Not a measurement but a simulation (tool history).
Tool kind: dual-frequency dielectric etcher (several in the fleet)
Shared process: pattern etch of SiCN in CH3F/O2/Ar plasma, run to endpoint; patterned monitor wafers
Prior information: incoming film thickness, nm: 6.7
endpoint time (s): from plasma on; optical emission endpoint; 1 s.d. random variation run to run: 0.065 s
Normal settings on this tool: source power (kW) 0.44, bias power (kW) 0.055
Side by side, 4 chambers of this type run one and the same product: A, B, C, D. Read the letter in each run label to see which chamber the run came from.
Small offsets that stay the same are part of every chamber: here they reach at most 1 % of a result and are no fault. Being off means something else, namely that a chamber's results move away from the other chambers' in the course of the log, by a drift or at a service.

run     day  source power (kW)  bias power (kW)  hours since the last wet clean  hours since the last source power generator calibration  hours since the last bias power generator calibration  endpoint time (s)
 1B   0.212               0.44            0.055                           344.6                                                   1230.7                                                  650.9             18.844
 2C   0.596               0.44            0.055                           139.2                                                   1327.9                                                  971.1             18.935
 3A   0.875               0.44            0.055                           298.8                                                   3218.1                                                 1739.1             18.987
 4D   1.275               0.44            0.055                           150.5                                                   1221.2                                                 1743.6             18.701
 5D   1.683               0.44            0.055                           160.3                                                     1231                                                 1753.4             18.755
 6A   1.883               0.44            0.055                             323                                                   3242.3                                                 1763.3             19.002
 7C   2.233               0.36            0.043                           178.5                                                   1367.2                                                 1010.4             22.107
 8B   2.588               0.36            0.043                           401.6                                                   1287.7                                                  707.9             22.155
 9A   2.958               0.36            0.043                           348.8                                                   3268.1                                                 1789.1             22.247
10B   3.212               0.36            0.043                           416.6                                                   1302.7                                                  722.9             21.954
11C   3.546               0.44            0.055                             210                                                   1398.7                                                 1041.9              18.78
12D   3.829               0.44            0.055                           211.8                                                   1282.5                                                 1804.9             18.772
13B   4.117               0.38            0.055                           438.3                                                   1324.4                                                  744.6             19.948
14A   4.546               0.38            0.055                           386.9                                                   3306.2                                                 1827.2             20.116
15C   4.846               0.38            0.055                           241.2                                                   1429.9                                                 1073.1             20.019
16D   5.238               0.38            0.055                           245.6                                                   1316.3                                                 1838.7             19.911
17C   5.692               0.54            0.045                           261.5                                                   1450.2                                                 1093.4             18.604
18B     5.9               0.54            0.045                           481.1                                                   1367.2                                                  787.4             18.553
19D     6.3               0.54            0.045                           271.1                                                   1341.8                                                 1864.2             18.448
20A   6.742               0.54            0.045                           439.6                                                   3358.9                                                 1879.9             18.674
21C   7.012               0.44            0.055                           293.2                                                   1481.9                                                 1125.1             18.932
      7.346  -- chamber B: wet clean of the chamber
22D    7.35               0.44            0.046                           296.3                                                     1367                                                 1889.4             19.966
23B   7.688               0.44            0.046                             8.3                                                   1410.1                                                  830.3             20.725
24A   8.117               0.44            0.046                           472.6                                                   3391.9                                                 1912.9             20.163
25C   8.346               0.44            0.046                           325.2                                                   1513.9                                                 1157.1             19.997
26B   8.621               0.44            0.055                            30.7                                                   1432.5                                                  852.7             19.542
27A    9.05               0.44             0.05                             495                                                   3414.3                                                 1935.3             19.613
      9.296  -- chamber D: wet clean of the chamber
28D   9.312               0.44             0.05                             0.4                                                   1414.1                                                 1936.5             19.426
29B   9.704               0.44             0.05                            56.7                                                   1458.5                                                  878.7              20.19
      9.888  -- chamber C: wet clean of the chamber
30A  10.167               0.44             0.05                           521.8                                                   3441.1                                                 1962.1             19.544
31D  10.462               0.34            0.062                              28                                                   1441.7                                                 1964.1             19.944
32C  10.767               0.34            0.062                            21.1                                                     1572                                                 1215.2             20.063
33C  11.104               0.34            0.062                            29.2                                                   1580.1                                                 1223.3              20.07
     11.329  -- chamber A: wet clean of the chamber
34B  11.558               0.34            0.062                           101.2                                                     1503                                                  923.2             20.846
35A      12               0.44            0.055                            16.1                                                   3485.1                                                 2006.1             18.926
36D  12.229               0.44            0.042                            70.4                                                   1484.1                                                 2006.5             20.293

Which is it: a chamber that has drifted or been left off by a service, a gauge drift common to all chambers, or only each chamber's usual small offset? If a chamber is off, name it and its likeliest cause.

A service on chamber B put it out of line with the rest.
Cause: etch rate under this chamber's usual, % = 3.48.

Below are 4 candidate recipes for chamber B's next run, each the usual settings with a change, their results shown as question marks. Which of them brings B's results back in line with what the other chambers give on the usual settings?
Maximum distance from the other chambers' mean on the usual settings for a result to count as in line: endpoint time (s) 0.23
37B-1  12.562               0.49             0.06                                                                                                                                                                  ?
37B-2  12.562               0.42            0.052                                                                                                                                                                  ?
37B-3  12.562               0.46            0.058                                                                                                                                                                  ?
37B-4  12.562                0.4             0.05                                                                                                                                                                  ?

On the usual settings, the other chambers give on average: endpoint time (s) 18.874
  run  endpoint time (s)
37B-1              18.23
37B-2             20.274
37B-3             18.888
37B-4             20.923
Change 37B-3 lands the chamber within the allowed miss of the other chambers.
